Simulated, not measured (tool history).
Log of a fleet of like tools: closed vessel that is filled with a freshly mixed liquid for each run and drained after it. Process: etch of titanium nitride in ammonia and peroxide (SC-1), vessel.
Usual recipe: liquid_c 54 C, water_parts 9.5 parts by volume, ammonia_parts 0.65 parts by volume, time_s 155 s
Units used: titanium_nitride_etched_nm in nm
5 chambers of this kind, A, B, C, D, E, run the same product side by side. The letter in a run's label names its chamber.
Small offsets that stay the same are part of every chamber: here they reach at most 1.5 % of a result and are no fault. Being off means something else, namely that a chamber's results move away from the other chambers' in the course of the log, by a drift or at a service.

run,hour,liquid_c,water_parts,ammonia_parts,time_s,"read-back film thickness of the titanium nitride reference wafer, read on the same gauge (nm)",titanium_nitride_etched_nm
1D,4,54,9.5,0.65,155,59.96,24.547
2B,9.1,54,9.5,0.65,155,59.988,24.68
3E,11.5,54,9.5,0.65,155,60.052,24.675
4C,15.8,54,9.5,0.65,155,60,24.701
5A,20.5,57.5,13.5,0.65,155,60,26.357
6B,23.7,57.5,13.5,0.65,155,60.021,25.888
7A,28.2,57.5,13.5,0.65,155,59.986,26.129
8C,31.6,57.5,13.5,0.65,155,59.995,26.001
9D,34.7,57.5,13.5,0.65,155,59.976,25.949
10E,39.5,54,9.5,0.65,155,59.954,24.876
11C,42.1,54,9.5,0.65,155,59.998,24.785
12D,47.2,54,9.5,0.65,155,60.05,24.698
13A,51.9,54,9.5,0.65,155,60.031,24.892
14B,55,54,9.5,0.65,155,60.005,24.514
15E,57.3,54,9.5,0.65,155,59.998,24.684
16C,60.3,54,9.5,0.65,155,59.985,24.608
17E,65.2,54,9.5,0.65,155,59.996,24.449
18A,70.1,54,9.5,0.65,155,59.927,24.796
# hour 71.9: chamber C: ammonia flow meter replaced
19D,75.4,54,9.5,0.65,155,59.985,24.786
20B,79.4,54,9.5,0.65,155,59.97,24.521
21D,83.3,54,9.5,0.65,155,59.962,24.558
22C,87.6,54,9.5,0.65,155,60.009,24.627
23A,92.3,54,9.5,0.65,155,59.999,25.092
24B,95.1,47,9.5,0.65,155,60.007,15.217
25E,97.9,47,9.5,0.65,155,60.035,14.939
26B,102.8,47,9.5,0.65,155,59.923,15.272
27A,105.3,47,9.5,0.65,155,60.044,15.385
28D,110.6,47,9.5,0.65,155,59.957,15.142
29C,115.3,54,9.5,0.65,155,60.011,24.661
30E,119.4,54,9.5,0.65,155,60.013,24.379
# hour 121.3: chamber A: new drum of ammonia solution connected
31D,124.3,54,9.5,0.65,155,59.984,24.644
# hour 127: chamber D: thermometer replaced
32A,127.1,54,9.5,0.65,155,60.026,25.131
33B,131.7,54,9.5,0.65,155,60.039,24.588
34C,134.9,54,9.5,0.65,155,59.972,24.568
35E,138.6,54,9.5,0.65,155,59.978,24.099
36C,141.4,54,9.5,0.65,155,60.011,24.742
37A,144.9,54,9.5,0.65,155,59.994,24.967
38D,149.9,54,9.5,0.65,155,60.018,24.565
39B,153.5,54,9.5,0.65,155,60.024,24.607
40E,157,54,9.5,0.65,155,59.991,24.271

Predict what each chamber gives when all 5 of them run the settings below next.
41A,160.8,54,9.5,0.65,105,,?
41B,160.8,54,9.5,0.65,105,,?
41C,160.8,54,9.5,0.65,105,,?
41D,160.8,54,9.5,0.65,105,,?
41E,160.8,54,9.5,0.65,105,,?

run,titanium_nitride_etched_nm
41A,16.904
41B,16.729
41C,16.732
41D,16.754
41E,16.398

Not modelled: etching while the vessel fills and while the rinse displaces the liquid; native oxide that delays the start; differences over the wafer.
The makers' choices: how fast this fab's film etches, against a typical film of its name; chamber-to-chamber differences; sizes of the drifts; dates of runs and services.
